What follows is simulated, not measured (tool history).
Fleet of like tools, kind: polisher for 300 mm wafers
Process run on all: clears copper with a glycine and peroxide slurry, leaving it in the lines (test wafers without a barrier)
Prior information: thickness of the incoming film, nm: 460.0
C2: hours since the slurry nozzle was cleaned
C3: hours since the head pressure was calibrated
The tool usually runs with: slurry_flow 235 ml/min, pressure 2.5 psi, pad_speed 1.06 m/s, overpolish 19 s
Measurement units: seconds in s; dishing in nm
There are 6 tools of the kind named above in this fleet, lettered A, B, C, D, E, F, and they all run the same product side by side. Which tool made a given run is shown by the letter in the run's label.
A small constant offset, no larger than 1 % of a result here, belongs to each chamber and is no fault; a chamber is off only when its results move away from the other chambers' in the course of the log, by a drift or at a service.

{"run": "1F", "hour": 4.2, "slurry_flow": 235, "pressure": 2.5, "pad_speed": 1.06, "overpolish": 19, "wafers polished on this pad": 169, "C2": 100.3, "C3": 1325.1, "seconds": 76.535, "dishing": 71.138}
{"run": "2B", "hour": 7.3, "slurry_flow": 235, "pressure": 2.5, "pad_speed": 1.06, "overpolish": 19, "wafers polished on this pad": 341, "C2": 183.9, "C3": 120.4, "seconds": 76.451, "dishing": 70.823}
{"run": "3C", "hour": 11.8, "slurry_flow": 235, "pressure": 2.5, "pad_speed": 1.06, "overpolish": 19, "wafers polished on this pad": 597, "C2": 443.7, "C3": 232.2, "seconds": 77.588, "dishing": 73.397}
{"run": "4E", "hour": 14.3, "slurry_flow": 235, "pressure": 2.5, "pad_speed": 1.06, "overpolish": 19, "wafers polished on this pad": 295, "C2": 110.2, "C3": 372.6, "seconds": 77.523, "dishing": 72.809}
{"run": "5D", "hour": 17.2, "slurry_flow": 235, "pressure": 2.5, "pad_speed": 1.06, "overpolish": 19, "wafers polished on this pad": 862, "C2": 99.6, "C3": 271.7, "seconds": 75.579, "dishing": 72.425}
{"run": "6A", "hour": 20.3, "slurry_flow": 235, "pressure": 2.5, "pad_speed": 1.06, "overpolish": 19, "wafers polished on this pad": 303, "C2": 352.6, "C3": 812.6, "seconds": 77.443, "dishing": 71.024}
{"run": "7B", "hour": 23.4, "slurry_flow": 235, "pressure": 2.5, "pad_speed": 1.06, "overpolish": 19, "wafers polished on this pad": 442, "C2": 200, "C3": 136.5, "seconds": 75.259, "dishing": 71.263}
{"run": "8E", "hour": 28.2, "slurry_flow": 235, "pressure": 2.5, "pad_speed": 1.06, "overpolish": 19, "wafers polished on this pad": 382, "C2": 124.1, "C3": 386.5, "seconds": 77.773, "dishing": 70.826}
{"run": "9D", "hour": 32.0, "slurry_flow": 235, "pressure": 2.5, "pad_speed": 1.06, "overpolish": 19, "wafers polished on this pad": 954, "C2": 114.4, "C3": 286.5, "seconds": 77.652, "dishing": 72.893}
{"run": "10C", "hour": 36.2, "slurry_flow": 235, "pressure": 2.5, "pad_speed": 1.06, "overpolish": 19, "wafers polished on this pad": 749, "C2": 468.1, "C3": 256.6, "seconds": 79.229, "dishing": 71.598}
{"run": "11F", "hour": 41.1, "slurry_flow": 235, "pressure": 2.5, "pad_speed": 1.06, "overpolish": 23, "wafers polished on this pad": 400, "C2": 137.2, "C3": 1362, "seconds": 77.809, "dishing": 83.178}
{"run": "12A", "hour": 43.3, "slurry_flow": 235, "pressure": 2.5, "pad_speed": 1.06, "overpolish": 23, "wafers polished on this pad": 447, "C2": 375.6, "C3": 835.6, "seconds": 75.042, "dishing": 81.91}
{"run": "13D", "hour": 48.3, "slurry_flow": 235, "pressure": 2.5, "pad_speed": 1.06, "overpolish": 23, "wafers polished on this pad": 1057, "C2": 130.7, "C3": 302.8, "seconds": 76.281, "dishing": 80.48}
{"run": "14F", "hour": 53.0, "slurry_flow": 235, "pressure": 2.5, "pad_speed": 1.06, "overpolish": 23, "wafers polished on this pad": 474, "C2": 149.1, "C3": 1373.9, "seconds": 77.221, "dishing": 83.557}
{"run": "15A", "hour": 57.3, "slurry_flow": 235, "pressure": 2.5, "pad_speed": 1.06, "overpolish": 23, "wafers polished on this pad": 534, "C2": 389.6, "C3": 849.6, "seconds": 77.144, "dishing": 80.426}
{"hour": 61.7, "done": "chamber F: worn pad replaced by a new one"}
{"run": "16C", "hour": 62.0, "slurry_flow": 235, "pressure": 2.5, "pad_speed": 1.06, "overpolish": 23, "wafers polished on this pad": 911, "C2": 493.9, "C3": 282.4, "seconds": 78.224, "dishing": 82.271}
{"run": "17B", "hour": 66.2, "slurry_flow": 235, "pressure": 2.5, "pad_speed": 1.06, "overpolish": 19, "wafers polished on this pad": 710, "C2": 242.8, "C3": 179.3, "seconds": 77.689, "dishing": 71.626}
{"run": "18E", "hour": 69.8, "slurry_flow": 310, "pressure": 2.5, "pad_speed": 1.06, "overpolish": 26, "wafers polished on this pad": 643, "C2": 165.7, "C3": 428.1, "seconds": 75.306, "dishing": 91.104}
{"run": "19D", "hour": 72.9, "slurry_flow": 310, "pressure": 2.5, "pad_speed": 1.06, "overpolish": 26, "wafers polished on this pad": 1211, "C2": 155.3, "C3": 327.4, "seconds": 74.422, "dishing": 91.48}
{"run": "20F", "hour": 76.6, "slurry_flow": 310, "pressure": 2.5, "pad_speed": 1.06, "overpolish": 26, "wafers polished on this pad": 93, "C2": 172.7, "C3": 1397.5, "seconds": 74.933, "dishing": 92.771}
{"hour": 77.2, "done": "chamber D: worn pad replaced by a new one"}
{"hour": 79.8, "done": "chamber B: worn pad replaced by a new one"}
{"run": "21E", "hour": 81.4, "slurry_flow": 310, "pressure": 2.5, "pad_speed": 1.06, "overpolish": 26, "wafers polished on this pad": 716, "C2": 177.3, "C3": 439.7, "seconds": 74.382, "dishing": 94.964}
{"run": "22A", "hour": 83.7, "slurry_flow": 310, "pressure": 2.5, "pad_speed": 1.06, "overpolish": 26, "wafers polished on this pad": 700, "C2": 416, "C3": 876, "seconds": 75.172, "dishing": 95.355}
{"run": "23C", "hour": 88.1, "slurry_flow": 310, "pressure": 2.5, "pad_speed": 1.06, "overpolish": 26, "wafers polished on this pad": 1074, "C2": 520, "C3": 308.5, "seconds": 76.145, "dishing": 91.528}
{"run": "24B", "hour": 92.7, "slurry_flow": 235, "pressure": 2.5, "pad_speed": 1.06, "overpolish": 19, "wafers polished on this pad": 81, "C2": 269.3, "C3": 205.8, "seconds": 80.17, "dishing": 66.893}
{"hour": 93.5, "done": "chamber A: worn pad replaced by a new one"}
{"run": "25B", "hour": 95.7, "slurry_flow": 235, "pressure": 2.5, "pad_speed": 1.06, "overpolish": 19, "wafers polished on this pad": 100, "C2": 272.3, "C3": 208.8, "seconds": 77.567, "dishing": 69.388}
{"run": "26A", "hour": 98.8, "slurry_flow": 235, "pressure": 2.5, "pad_speed": 1.06, "overpolish": 19, "wafers polished on this pad": 33, "C2": 431.1, "C3": 891.1, "seconds": 77.055, "dishing": 71.178}
{"hour": 101.7, "done": "chamber F: head pressure recalibrated"}
{"run": "27C", "hour": 102.2, "slurry_flow": 235, "pressure": 2.5, "pad_speed": 1.06, "overpolish": 19, "wafers polished on this pad": 1163, "C2": 534.1, "C3": 322.6, "seconds": 79.483, "dishing": 68.973}
{"run": "28F", "hour": 105.9, "slurry_flow": 235, "pressure": 2.5, "pad_speed": 1.06, "overpolish": 19, "wafers polished on this pad": 277, "C2": 202, "C3": 4.3, "seconds": 77.044, "dishing": 72.016}
{"hour": 106.7, "done": "chamber E: worn pad replaced by a new one"}
{"hour": 109.1, "done": "chamber E: slurry nozzle cleaned"}
{"run": "29E", "hour": 109.7, "slurry_flow": 235, "pressure": 2.5, "pad_speed": 1.06, "overpolish": 19, "wafers polished on this pad": 19, "C2": 0.6, "C3": 468, "seconds": 77.072, "dishing": 70.578}
{"run": "30D", "hour": 114.8, "slurry_flow": 235, "pressure": 2.5, "pad_speed": 1.06, "overpolish": 19, "wafers polished on this pad": 235, "C2": 197.2, "C3": 369.3, "seconds": 76.28, "dishing": 71.294}
{"run": "31E", "hour": 118.7, "slurry_flow": 235, "pressure": 2.5, "pad_speed": 1.06, "overpolish": 19, "wafers polished on this pad": 75, "C2": 9.6, "C3": 477, "seconds": 75.53, "dishing": 70.518}
{"run": "32C", "hour": 121.1, "slurry_flow": 235, "pressure": 2.5, "pad_speed": 1.06, "overpolish": 19, "wafers polished on this pad": 1281, "C2": 553, "C3": 341.5, "seconds": 79.317, "dishing": 73.691}
{"run": "33B", "hour": 125.0, "slurry_flow": 235, "pressure": 2.5, "pad_speed": 1.06, "overpolish": 19, "wafers polished on this pad": 283, "C2": 301.6, "C3": 238.1, "seconds": 81.512, "dishing": 68.607}
{"run": "34F", "hour": 129.9, "slurry_flow": 235, "pressure": 2.5, "pad_speed": 1.38, "overpolish": 9, "wafers polished on this pad": 427, "C2": 226, "C3": 28.3, "seconds": 61.176, "dishing": 45.323}
{"run": "35D", "hour": 134.2, "slurry_flow": 235, "pressure": 2.5, "pad_speed": 1.38, "overpolish": 9, "wafers polished on this pad": 357, "C2": 216.6, "C3": 388.7, "seconds": 60.916, "dishing": 45.968}
{"run": "36A", "hour": 137.3, "slurry_flow": 235, "pressure": 2.5, "pad_speed": 1.38, "overpolish": 9, "wafers polished on this pad": 274, "C2": 469.6, "C3": 929.6, "seconds": 61.262, "dishing": 47.638}
{"run": "37F", "hour": 140.2, "slurry_flow": 235, "pressure": 2.5, "pad_speed": 1.38, "overpolish": 9, "wafers polished on this pad": 492, "C2": 236.3, "C3": 38.6, "seconds": 60.869, "dishing": 45.995}

Decide between three cases: one chamber stands off from its peers, the gauge reading all wafers drifts, or nothing is wrong past each chamber's small offset. Where a chamber is off, say which and what most likely put it there.

Little by little, chamber B moves away from the other chambers.
What lies behind it: head's pressure below its setpoint, % = 7.02.
The log may not separate it from: slurry flow missing at the pad, %.

Below are 4 candidate recipes for chamber B's next run, each the usual settings with a change, their results shown as question marks. Which of them brings B's results back in line with what the other chambers give on the usual settings?
In line here means within this much of the mean the other chambers give on the usual settings: seconds 2.9 s; dishing 4.9 nm
{"run": "38B-1", "hour": 143.9, "slurry_flow": 235, "pressure": 2.4, "pad_speed": 1.02, "overpolish": 19, "seconds": "?", "dishing": "?"}
{"run": "38B-2", "hour": 143.9, "slurry_flow": 235, "pressure": 2.6, "pad_speed": 1.1, "overpolish": 19, "seconds": "?", "dishing": "?"}
{"run": "38B-3", "hour": 143.9, "slurry_flow": 230, "pressure": 2.3, "pad_speed": 0.98, "overpolish": 18, "seconds": "?", "dishing": "?"}
{"run": "38B-4", "hour": 143.9, "slurry_flow": 240, "pressure": 2.7, "pad_speed": 1.14, "overpolish": 20, "seconds": "?", "dishing": "?"}

The mean the other chambers reach with the usual settings: seconds 77.295 s; dishing 71.844 nm
run=38B-1 seconds=87.093 dishing=64.366
run=38B-2 seconds=76.868 dishing=71.181
run=38B-3 seconds=93.162 dishing=58.28
run=38B-4 seconds=72.189 dishing=77.789
38B-2 is the one that brings the chamber's results back in line with the other chambers.

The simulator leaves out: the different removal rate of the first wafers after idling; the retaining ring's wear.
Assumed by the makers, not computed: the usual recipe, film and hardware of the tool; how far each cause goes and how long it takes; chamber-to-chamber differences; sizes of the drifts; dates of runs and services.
